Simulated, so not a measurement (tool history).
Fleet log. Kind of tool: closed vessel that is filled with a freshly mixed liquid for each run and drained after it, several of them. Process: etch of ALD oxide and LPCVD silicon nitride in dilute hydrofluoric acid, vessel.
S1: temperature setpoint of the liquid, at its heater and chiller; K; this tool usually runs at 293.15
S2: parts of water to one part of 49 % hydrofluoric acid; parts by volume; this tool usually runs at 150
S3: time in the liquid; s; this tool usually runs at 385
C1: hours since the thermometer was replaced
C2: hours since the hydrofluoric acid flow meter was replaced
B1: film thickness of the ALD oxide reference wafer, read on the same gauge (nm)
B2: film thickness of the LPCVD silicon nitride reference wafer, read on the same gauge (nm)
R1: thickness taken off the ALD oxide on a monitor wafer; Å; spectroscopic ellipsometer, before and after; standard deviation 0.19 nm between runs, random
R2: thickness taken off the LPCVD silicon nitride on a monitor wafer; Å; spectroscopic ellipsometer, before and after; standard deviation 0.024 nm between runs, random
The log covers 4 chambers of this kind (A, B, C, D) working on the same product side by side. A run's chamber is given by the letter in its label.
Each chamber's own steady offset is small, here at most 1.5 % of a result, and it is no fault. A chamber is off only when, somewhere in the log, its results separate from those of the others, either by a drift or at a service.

run 1C hour=5.6 | S1=293.15 S2=150 S3=385 | C1=667.7 C2=1120.7 | B1=50.005 B2=39.992 | R1=202.78 R2=9.1102
run 2A hour=11.8 | S1=293.15 S2=150 S3=385 | C1=1018.2 C2=1177.5 | B1=49.962 B2=40.010 | R1=202.60 R2=8.8474
run 3B hour=16.5 | S1=293.15 S2=150 S3=385 | C1=70.5 C2=534.8 | B1=49.998 B2=39.976 | R1=204.09 R2=9.2547
run 4D hour=22.8 | S1=293.15 S2=150 S3=385 | C1=1972.8 C2=372.6 | B1=50.009 B2=39.992 | R1=205.91 R2=9.1961
run 5A hour=27.0 | S1=293.15 S2=150 S3=385 | C1=1033.4 C2=1192.7 | B1=50.032 B2=39.998 | R1=204.00 R2=9.3211
run 6B hour=30.0 | S1=293.15 S2=150 S3=385 | C1=84.0 C2=548.3 | B1=49.988 B2=39.975 | R1=204.56 R2=8.9561
run 7D hour=35.7 | S1=293.15 S2=150 S3=385 | C1=1985.7 C2=385.5 | B1=50.006 B2=39.991 | R1=202.41 R2=9.0097
run 8C hour=39.0 | S1=293.15 S2=100 S3=495 | C1=701.1 C2=1154.1 | B1=49.974 B2=39.988 | R1=404.26 R2=17.6230
run 9A hour=44.4 | S1=293.15 S2=100 S3=495 | C1=1050.8 C2=1210.1 | B1=50.022 B2=40.009 | R1=419.04 R2=17.4430
run 10D hour=47.5 | S1=293.15 S2=100 S3=495 | C1=1997.5 C2=397.3 | B1=50.003 B2=39.993 | R1=424.39 R2=17.2550
-- hour=52.2 chamber A: hydrofluoric acid flow meter replaced
run 11B hour=52.4 | S1=293.15 S2=100 S3=495 | C1=106.4 C2=570.7 | B1=50.018 B2=39.993 | R1=412.36 R2=17.8520
run 12C hour=57.2 | S1=293.15 S2=150 S3=385 | C1=719.3 C2=1172.3 | B1=49.990 B2=40.021 | R1=200.53 R2=9.1185
run 13B hour=62.7 | S1=293.15 S2=150 S3=385 | C1=116.7 C2=581.0 | B1=50.023 B2=39.998 | R1=204.27 R2=9.0817
run 14D hour=66.4 | S1=293.15 S2=150 S3=385 | C1=2016.4 C2=416.2 | B1=49.972 B2=40.000 | R1=202.41 R2=9.0847
run 15C hour=70.2 | S1=293.15 S2=150 S3=385 | C1=732.3 C2=1185.3 | B1=49.977 B2=39.999 | R1=202.33 R2=9.3034
run 16A hour=73.2 | S1=293.15 S2=150 S3=385 | C1=1079.6 C2=21.0 | B1=49.983 B2=40.021 | R1=207.41 R2=9.1921
run 17C hour=78.4 | S1=293.15 S2=150 S3=385 | C1=740.5 C2=1193.5 | B1=50.057 B2=39.984 | R1=200.40 R2=9.5323
run 18B hour=82.4 | S1=293.15 S2=150 S3=385 | C1=136.4 C2=600.7 | B1=50.014 B2=40.016 | R1=201.62 R2=9.4492
run 19D hour=85.8 | S1=293.15 S2=150 S3=385 | C1=2035.8 C2=435.6 | B1=49.993 B2=40.011 | R1=202.10 R2=9.4075
-- hour=89.4 chamber A: thermometer replaced
-- hour=90.5 chamber C: hydrofluoric acid flow meter replaced
run 20A hour=90.8 | S1=293.15 S2=150 S3=385 | C1=1.4 C2=38.6 | B1=50.002 B2=40.034 | R1=206.79 R2=9.6474
run 21B hour=95.1 | S1=293.15 S2=150 S3=385 | C1=149.1 C2=613.4 | B1=49.992 B2=40.012 | R1=201.81 R2=9.4395
run 22C hour=101.3 | S1=293.15 S2=150 S3=385 | C1=763.4 C2=10.9 | B1=49.995 B2=40.006 | R1=201.90 R2=9.5089
run 23A hour=105.2 | S1=293.15 S2=150 S3=385 | C1=15.8 C2=53.0 | B1=50.013 B2=39.994 | R1=205.47 R2=9.2483
run 24D hour=111.8 | S1=293.15 S2=150 S3=385 | C1=2061.8 C2=461.6 | B1=49.978 B2=40.040 | R1=205.00 R2=9.2900
run 25B hour=116.6 | S1=293.15 S2=150 S3=385 | C1=170.6 C2=634.9 | B1=50.041 B2=39.967 | R1=200.06 R2=9.2393
run 26D hour=122.5 | S1=293.15 S2=150 S3=385 | C1=2072.5 C2=472.3 | B1=49.990 B2=39.964 | R1=203.96 R2=9.3150
run 27A hour=128.2 | S1=297.65 S2=150 S3=195 | C1=38.8 C2=76.0 | B1=49.996 B2=39.995 | R1=124.82 R2=6.5731
run 28C hour=133.9 | S1=297.65 S2=150 S3=195 | C1=796.0 C2=43.5 | B1=50.020 B2=40.000 | R1=123.60 R2=6.3225
run 29A hour=140.1 | S1=297.65 S2=150 S3=195 | C1=50.7 C2=87.9 | B1=49.994 B2=39.976 | R1=121.80 R2=6.4402
run 30B hour=143.0 | S1=297.65 S2=150 S3=195 | C1=197.0 C2=661.3 | B1=49.996 B2=40.006 | R1=118.00 R2=6.0575
run 31C hour=149.6 | S1=293.15 S2=150 S3=385 | C1=811.7 C2=59.2 | B1=50.010 B2=39.995 | R1=201.58 R2=9.1962
run 32D hour=155.4 | S1=293.15 S2=150 S3=385 | C1=2105.4 C2=505.2 | B1=49.966 B2=39.997 | R1=200.02 R2=9.1130
run 33A hour=160.0 | S1=293.15 S2=150 S3=385 | C1=70.6 C2=107.8 | B1=49.994 B2=40.006 | R1=207.01 R2=9.5380
run 34D hour=165.2 | S1=293.15 S2=150 S3=385 | C1=2115.2 C2=515.0 | B1=49.981 B2=39.958 | R1=204.17 R2=8.7265
run 35B hour=170.1 | S1=293.15 S2=150 S3=385 | C1=224.1 C2=688.4 | B1=49.992 B2=39.979 | R1=195.19 R2=9.1727
run 36C hour=173.4 | S1=293.15 S2=150 S3=385 | C1=835.5 C2=83.0 | B1=49.948 B2=40.005 | R1=198.44 R2=8.8836
run 37D hour=177.2 | S1=293.15 S2=150 S3=385 | C1=2127.2 C2=527.0 | B1=49.978 B2=40.007 | R1=205.31 R2=9.0256
run 38C hour=180.8 | S1=293.15 S2=150 S3=385 | C1=842.9 C2=90.4 | B1=49.992 B2=39.972 | R1=205.08 R2=9.1614
-- hour=183.6 chamber D: thermometer replaced
run 39A hour=184.8 | S1=293.15 S2=150 S3=385 | C1=95.4 C2=132.6 | B1=50.019 B2=40.010 | R1=205.46 R2=9.3180
run 40B hour=190.9 | S1=293.15 S2=150 S3=385 | C1=244.9 C2=709.2 | B1=50.024 B2=39.989 | R1=193.17 R2=8.4698
run 41A hour=195.9 | S1=293.15 S2=150 S3=385 | C1=106.5 C2=143.7 | B1=50.001 B2=40.021 | R1=205.78 R2=9.5053
run 42C hour=202.4 | S1=293.15 S2=150 S3=385 | C1=864.5 C2=112.0 | B1=49.975 B2=39.981 | R1=201.66 R2=9.2252
run 43B hour=207.8 | S1=293.15 S2=150 S3=385 | C1=261.8 C2=726.1 | B1=50.002 B2=40.009 | R1=190.75 R2=8.7850
run 44D hour=212.8 | S1=293.15 S2=150 S3=385 | C1=29.3 C2=562.6 | B1=49.964 B2=39.997 | R1=205.89 R2=9.5245

All chambers now run identical settings, listed one chamber a line with results as question marks. What results will each chamber show?
run 45A hour=217.7 | S1=293.15 S2=150 S3=385 | R1=? R2=?
run 45B hour=217.7 | S1=293.15 S2=150 S3=385 | R1=? R2=?
run 45C hour=217.7 | S1=293.15 S2=150 S3=385 | R1=? R2=?
run 45D hour=217.7 | S1=293.15 S2=150 S3=385 | R1=? R2=?

run=45A R1=206.76 R2=9.5595
run=45B R1=186.61 R2=8.2401
run=45C R1=199.96 R2=9.2061
run=45D R1=206.23 R2=9.2623
